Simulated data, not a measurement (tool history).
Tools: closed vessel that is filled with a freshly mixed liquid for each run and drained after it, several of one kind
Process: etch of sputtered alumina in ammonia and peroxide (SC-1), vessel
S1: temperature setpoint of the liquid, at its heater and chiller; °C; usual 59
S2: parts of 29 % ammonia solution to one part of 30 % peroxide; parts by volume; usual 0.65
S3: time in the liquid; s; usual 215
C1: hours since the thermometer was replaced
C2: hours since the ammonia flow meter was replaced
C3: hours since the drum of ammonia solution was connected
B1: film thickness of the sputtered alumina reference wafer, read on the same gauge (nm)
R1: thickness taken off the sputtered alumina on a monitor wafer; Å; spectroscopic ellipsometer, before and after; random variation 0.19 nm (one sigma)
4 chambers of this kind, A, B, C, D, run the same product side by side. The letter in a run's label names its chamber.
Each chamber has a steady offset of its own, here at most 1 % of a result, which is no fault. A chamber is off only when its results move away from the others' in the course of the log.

run   hour  S1    S2   S3      C1      C2     C3      B1      R1
 1C   11.2  59  0.65  215   500.8  1292.1  478.8      80  237.64
 2D     23  59  0.65  215   684.4    1163    410  80.019  237.71
 3B   33.2  59  0.65  215  1520.2   776.2  892.3  80.041  235.54
 4A   45.1  59  0.65  215  2352.9   685.9     59  79.984  236.28
 5A   55.8  59  0.65  215  2363.6   696.6   69.7  79.993  236.54
 6C   62.7  59  0.65  215   552.3  1343.6  530.3  80.019  233.64
 7B   73.9  59  0.65  215  1560.9   816.9    933  79.999  234.69
      77.2  -- chamber A: thermometer replaced
 8D   84.7  59  0.65  215   746.1  1224.7  471.7  80.017  231.44
 9B     94  59  0.65  215    1581     837  953.1  79.944  234.49
10C  103.7  59   0.4  315   593.3  1384.6  571.3  80.023  332.03
11A  110.1  59   0.4  315    32.9   750.9    124  80.023  335.68
12D  117.6  59   0.4  315     779  1257.6  504.6  79.978   320.3
     120.8  -- chamber B: ammonia flow meter replaced
13B  124.4  59   0.4  315  1611.4     3.6  983.5  80.025  328.71
     127.4  -- chamber B: new drum of ammonia solution connected
14D  134.3  59  0.65  215   795.7  1274.3  521.3  79.997   225.6
15A  141.2  59  0.65  215      64     782  155.1  80.007  241.36
       144  -- chamber C: new drum of ammonia solution connected
16C  152.6  59  0.65  215   642.2  1433.5    8.6  80.032  238.62
17A  163.6  59  0.65  215    86.4   804.4  177.5   79.99  240.16
18D  172.2  59  0.65  215   833.6  1312.2  559.2  80.009  221.92
19B  177.9  59  0.65  215  1664.9    57.1   50.5  79.976  235.12
20C  190.4  59  0.65  215     680  1471.3   46.4  80.014  237.47
21A  202.7  59  0.65  215   125.5   843.5  216.6  79.983  239.62
22D  213.8  59  0.65  215   875.2  1353.8  600.8  79.976  223.08
23C  223.3  59  0.65  215   712.9  1504.2   79.3  80.007  235.39
24B  228.9  59  0.65  215  1715.9   108.1  101.5  79.964  237.63
25C  240.9  59  0.65  215   730.5  1521.8   96.9  79.987  237.37
26B  252.1  59  0.85  215  1739.1   131.3  124.7  80.011  239.77
27D  262.3  59  0.85  215   923.7  1402.3  649.3  80.011  225.04
28A    273  59  0.85  215   195.8   913.8  286.9  79.983  247.78
29B  278.7  59  0.85  215  1765.7   157.9  151.3   80.01  240.86

Is one chamber off against the others, does the gauge drift, or is nothing wrong? If a chamber is off, say which, and what the likeliest cause is.

Chamber D drifts away from the others.
Cause: liquid colder than its thermometer reads (K) = 2.04.

Here are 4 candidates for chamber D's next run, each the usual settings with a change, their results left as question marks. Which one brings its results back in line with what the others give on the usual settings?
In line means no further than this from the other chambers' mean on the usual settings: R1 6.8 Å
30D-1  287.7    59  0.65  225                   ?
30D-2  287.7    60  0.65  225                   ?
30D-3  287.7    57  0.65  215                   ?
30D-4  287.7  58.5  0.65  210                   ?

The other chambers' mean on the usual settings: R1 237.15 Å
  run      R1
30D-1  223.31
30D-2  235.41
30D-3   191.7
30D-4  202.92
30D-2 brings the chamber back in line.
